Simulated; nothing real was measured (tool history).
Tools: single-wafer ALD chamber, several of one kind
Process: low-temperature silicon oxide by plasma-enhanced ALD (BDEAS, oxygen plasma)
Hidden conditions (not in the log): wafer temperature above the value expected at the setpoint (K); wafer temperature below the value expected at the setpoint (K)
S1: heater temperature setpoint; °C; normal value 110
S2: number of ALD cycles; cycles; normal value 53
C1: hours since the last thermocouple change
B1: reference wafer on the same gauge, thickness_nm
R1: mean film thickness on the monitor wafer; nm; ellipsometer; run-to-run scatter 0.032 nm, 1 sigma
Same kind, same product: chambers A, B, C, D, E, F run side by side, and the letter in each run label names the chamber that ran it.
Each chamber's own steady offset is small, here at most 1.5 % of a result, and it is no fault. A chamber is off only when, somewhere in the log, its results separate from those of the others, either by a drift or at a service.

run	hour	S1	S2	C1	B1	R1
1E	5.7	110	53	2076.3	8.9167	7.522
2A	9.7	110	53	1001	8.924	7.4063
3C	18.1	110	53	1920.7	8.9172	7.3748
4F	25.6	110	53	628.6	8.9174	7.4117
5B	33.2	110	61	665.8	8.9179	8.4398
# hour 36.3: chamber A: thermocouple changed; heater temperature recalibrated
6D	39.9	110	61	190.6	8.9203	8.6434
7E	48.1	110	61	2118.7	8.9243	8.68
8F	55.5	110	61	658.5	8.9307	8.6185
9D	59.8	110	61	210.5	8.9206	8.6177
10B	67.1	110	61	699.7	8.9222	8.5343
11A	73	110	53	36.8	8.9194	7.4174
12C	77.3	110	53	1979.9	8.9221	7.3332
13B	85.5	110	53	718.1	8.9207	7.4241
14D	93.5	110	53	244.2	8.9131	7.4804
15A	100.1	110	53	63.9	8.9183	7.3825
16E	104.5	110	53	2175.1	8.9134	7.516
17C	108.7	110	53	2011.3	8.9177	7.3908
18F	117.2	110	53	720.2	8.9221	7.3976
19E	122.4	110	53	2193	8.9233	7.4944
20A	130.7	110	53	94.5	8.9281	7.4139
21F	138.4	110	53	741.4	8.9226	7.4897
22C	145.1	110	53	2047.7	8.9151	7.3958
23D	152.4	110	53	303.1	8.917	7.4255
24B	157.8	110	53	790.4	8.9186	7.3768
25F	165.6	119	59	768.6	8.9164	8.1391
26E	169.8	119	59	2240.4	8.9257	8.2231
27B	175.4	119	59	808	8.9052	8.0785
28D	180.9	119	59	331.6	8.934	8.1127
29A	188.5	119	59	152.3	8.9249	8.117
30C	194.5	119	59	2097.1	8.9151	8.0535
31A	203.4	110	44	167.2	8.9222	6.1377
32C	211	110	44	2113.6	8.926	6.1394
33B	216.8	110	44	849.4	8.9318	6.1855
34E	221.5	110	44	2292.1	8.926	6.2548
35D	229.6	110	44	380.3	8.9166	6.129
36F	238.7	110	44	841.7	8.9211	6.1905
37B	245.4	110	53	878	8.9242	7.3707
38F	252.9	110	53	855.9	8.9154	7.4261
39C	258	110	53	2160.6	8.9181	7.3502
40E	262.6	110	53	2333.2	8.9114	7.5333

The same settings go to every chamber for the next run, one line per chamber below. Forecast the results for each:
41A	269.1	110	56			?
41B	269.1	110	56			?
41C	269.1	110	56			?
41D	269.1	110	56			?
41E	269.1	110	56			?
41F	269.1	110	56			?

run	R1
41A	7.8038
41B	7.7692
41C	7.8108
41D	7.8839
41E	7.963
41F	7.8544
